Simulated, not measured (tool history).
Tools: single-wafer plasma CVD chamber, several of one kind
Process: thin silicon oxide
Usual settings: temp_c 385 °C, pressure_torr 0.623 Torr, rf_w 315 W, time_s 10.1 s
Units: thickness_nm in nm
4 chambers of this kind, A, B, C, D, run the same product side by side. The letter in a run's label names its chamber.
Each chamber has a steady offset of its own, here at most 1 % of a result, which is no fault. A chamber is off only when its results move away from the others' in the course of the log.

run	hour	temp_c	pressure_torr	rf_w	time_s	read-back reference wafer on the same gauge, thickness_nm	thickness_nm
1A	4.3	385	0.623	315	10.1	14.914	14.893
2C	9.4	385	0.623	315	10.1	14.912	14.85
3D	14.8	385	0.623	315	10.1	14.92	14.571
4B	21.3	385	0.623	315	10.1	14.897	14.74
5D	24.8	385	0.623	370	10.9	14.894	16.898
6A	28.5	385	0.623	370	10.9	14.889	16.988
7C	31.9	385	0.623	370	10.9	14.92	17.007
8B	37	385	0.623	370	10.9	14.905	16.986
9D	43.2	385	0.623	315	10.1	14.908	14.74
10A	48.8	385	0.623	315	10.1	14.892	14.769
11C	52.9	385	0.623	315	10.1	14.89	14.665
12B	56.9	385	0.623	315	10.1	14.901	14.787
13C	60.7	385	0.623	315	10.1	14.91	14.859
14B	64	385	0.623	315	10.1	14.895	14.746
15D	68.3	395	0.623	315	8.2	14.917	11.88
16A	72.3	395	0.623	315	8.2	14.909	11.793
17A	77.9	395	0.623	315	8.2	14.885	11.899
18B	81.6	395	0.623	315	8.2	14.883	11.815
19C	86.8	385	0.623	315	10.1	14.914	14.785
20D	91.5	385	0.623	315	10.1	14.903	14.596
21D	97.4	385	0.623	315	10.1	14.891	14.74
22C	103.8	385	0.623	315	10.1	14.886	14.76
23B	107.1	385	0.623	315	10.1	14.896	14.798
24A	110.6	385	0.623	315	10.1	14.903	14.478

Is one chamber off against the others, does the gauge drift, or is nothing wrong? If a chamber is off, say which, and what the likeliest cause is.

Chamber A drifts away from the others.
Cause: true pressure below the setpoint (%) = 3.31.
The log may not tell that from: delivered RF power below the setpoint (%).

Here are 4 candidates for chamber A's next run, each the usual settings with a change, their results left as question marks. Which one brings its results back in line with what the others give on the usual settings?
In line means no further than this from the other chambers' mean on the usual settings: thickness_nm 0.25 nm
25A-1	115.5	385	0.633	315	10.2		?
25A-2	115.5	385	0.653	320	10.1		?
25A-3	115.5	385	0.593	310	10.1		?
25A-4	115.5	385	0.609	315	10.1		?

The other chambers' mean on the usual settings: thickness_nm 14.722 nm
run	thickness_nm
25A-1	14.748
25A-2	15.193
25A-3	13.528
25A-4	14.011
25A-1 brings the chamber back in line.
